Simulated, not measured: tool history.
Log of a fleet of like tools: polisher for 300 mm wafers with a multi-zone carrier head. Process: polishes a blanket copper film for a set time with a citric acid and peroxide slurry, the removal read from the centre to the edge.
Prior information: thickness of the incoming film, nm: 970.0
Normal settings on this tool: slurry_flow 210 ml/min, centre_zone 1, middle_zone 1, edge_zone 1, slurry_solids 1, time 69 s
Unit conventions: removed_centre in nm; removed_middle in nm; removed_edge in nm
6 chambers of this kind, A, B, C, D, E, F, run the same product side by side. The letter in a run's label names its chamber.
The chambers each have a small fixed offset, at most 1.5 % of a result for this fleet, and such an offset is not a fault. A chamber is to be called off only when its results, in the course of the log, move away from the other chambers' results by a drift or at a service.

run	hour	slurry_flow	centre_zone	middle_zone	edge_zone	slurry_solids	time	wafers polished on this pad	hours since the slurry nozzle was cleaned	hours since the centre zone pressure was calibrated	hours since the edge zone pressure was calibrated	removed_centre	removed_middle	removed_edge
1C	6.5	210	1	1	1	1	69	335	11.1	537.6	238.9	168.44	166.68	168.97
2B	14.6	210	1	1	1	1	69	424	566.6	439.9	823	165.9	162.66	172.81
# hour 15: chamber F: slurry nozzle cleaned
# hour 15.9: chamber E: worn pad replaced by a new one
3F	20.3	210	1	1	1	1	69	207	5.3	58.6	667	166.67	169.63	159.44
# hour 23.4: chamber A: worn pad replaced by a new one
# hour 25.8: chamber D: worn pad replaced by a new one
4E	29.1	210	1	1	1	1	69	105	272.3	163	672.9	167.63	163.66	166.18
# hour 33.3: chamber C: worn pad replaced by a new one
5A	37.5	210	1	1	1	1	69	112	126.8	300	716.2	165.56	170.17	166.26
6D	43.3	210	1	1	1	1	69	138	445.8	115.1	1161.4	167.29	165.95	167.41
7A	50.6	210	1	1	1	1	69	216	139.9	313.1	729.3	166.48	169.09	164.06
8F	59.1	210	1	1	1	1	69	515	44.1	97.4	705.8	167.48	167.42	166.88
# hour 61.1: chamber B: worn pad replaced by a new one
9E	67.5	210	1	1	1	1	69	410	310.7	201.4	711.3	166.17	167.44	164.78
10B	73	210	1	1	1	1	69	94	625	498.3	881.4	167.81	163.88	169.68
# hour 73.6: chamber F: edge zone pressure recalibrated
11C	81.1	210	1	1	1	1	69	379	85.7	612.2	313.5	166.33	169.21	164.86
# hour 84.8: chamber E: worn pad replaced by a new one
12D	89.2	210	1	1	1	1	69	503	491.7	161	1207.3	167.17	171.54	159.05
13A	93.7	280	1	1	1.07	1	69	558	183	356.2	772.4	172.51	173.13	175.73
14B	97.6	280	1	1	1.07	1	69	289	649.6	522.9	906	170.48	170.52	180.34
# hour 101: chamber A: worn pad replaced by a new one
15E	102	280	1	1	1.07	1	69	137	345.2	235.9	745.8	173.92	169.09	172.82
# hour 102.6: chamber C: worn pad replaced by a new one
16C	108.8	280	1	1	1.07	1	69	49	113.4	639.9	341.2	173.33	174.54	181.27
17D	116.5	280	1	1	1.07	1	69	720	519	188.3	1234.6	171.59	171.1	173.92
# hour 122.6: chamber B: edge zone pressure recalibrated
18F	124.4	280	1	1	1.07	1	69	1034	109.4	162.7	50.9	173.28	173.61	172.94
19A	130.1	210	1	1	1	1	69	231	219.4	392.6	808.8	163.9	164.81	163.47
20E	138.3	210	1	1	1	1	69	425	381.5	272.2	782.1	165.4	163.53	166.55
21D	144.4	210	1	1	1	1	69	941	546.9	216.2	1262.5	162.93	170.52	163.17
22B	150	210	1	1	1	1	61	706	702	575.3	27.4	147.02	146.61	144.25
# hour 150.5: chamber F: worn pad replaced by a new one
# hour 151.1: chamber A: edge zone pressure recalibrated
23F	156	210	1	1	1	1	61	44	141	194.3	82.5	146.32	147.57	144.5
# hour 157.3: chamber E: worn pad replaced by a new one
24C	164	210	1	1	1	1	61	487	168.6	695.1	396.4	149.46	151.38	146.23
# hour 166.2: chamber B: worn pad replaced by a new one
25D	168.9	210	1	1	1	1	61	1136	571.4	240.7	1287	143.5	145.43	143.05
# hour 171.6: chamber C: worn pad replaced by a new one
# hour 171.9: chamber A: slurry nozzle cleaned
26C	174	210	1	1	1	1	61	19	178.6	705.1	406.4	147.05	152.11	147.28
# hour 175.8: chamber D: worn pad replaced by a new one
27F	182	210	1	1	1	1	61	250	167	220.3	108.5	146.45	146.2	147.37
28B	187.3	210	1	1	1	1	69	167	739.3	612.6	64.7	166.91	168.61	171.73
# hour 189.6: chamber A: worn pad replaced by a new one
29A	194.6	210	0.89	1	1.11	1	69	40	22.7	457.1	43.6	145.78	168.35	176
30E	203.2	210	0.89	1	1.11	1	69	365	446.4	337.1	847	145.91	166.28	173.17
31F	210.7	210	0.89	1	1.11	1	69	478	195.7	249	137.2	146.42	167.63	171.76
# hour 211.1: chamber E: slurry nozzle cleaned
# hour 217: chamber B: slurry nozzle cleaned
32D	218	210	0.89	1	1.11	1	69	335	620.5	289.8	1336.1	137.08	159.7	170.76
33E	223.5	210	0.89	1	1.11	1	69	526	12.5	357.4	867.3	146.71	165.09	173.78
34B	232.5	210	0.89	1	1.11	1	69	526	15.6	657.8	109.9	145.59	165.31	175.26
# hour 235.3: chamber C: worn pad replaced by a new one
35A	239.1	210	1	1	1	1	69	393	67.2	501.6	88.1	165.33	173.42	165.32
36C	245.6	210	1	1.08	1	1	69	81	250.2	776.7	478	165.73	177.48	162.42
37B	249.8	210	1	1.08	1	1	69	663	32.9	675.1	127.2	166.04	183.69	167.91
38C	258.4	210	1	1.08	1	1	69	183	263	789.5	490.8	168.36	180.02	168.56

Predict what each chamber gives when all 6 of them run the settings below next.
39A	264.8	210	1	1	1	1	77					?	?	?
39B	264.8	210	1	1	1	1	77					?	?	?
39C	264.8	210	1	1	1	1	77					?	?	?
39D	264.8	210	1	1	1	1	77					?	?	?
39E	264.8	210	1	1	1	1	77					?	?	?
39F	264.8	210	1	1	1	1	77					?	?	?

run	removed_centre	removed_middle	removed_edge
39A	184.11	184.45	181.11
39B	182.21	185.66	182.58
39C	186.13	187.43	186.09
39D	172.77	172.95	182.38
39E	187.05	180.78	188.46
39F	185.66	184.02	185.93

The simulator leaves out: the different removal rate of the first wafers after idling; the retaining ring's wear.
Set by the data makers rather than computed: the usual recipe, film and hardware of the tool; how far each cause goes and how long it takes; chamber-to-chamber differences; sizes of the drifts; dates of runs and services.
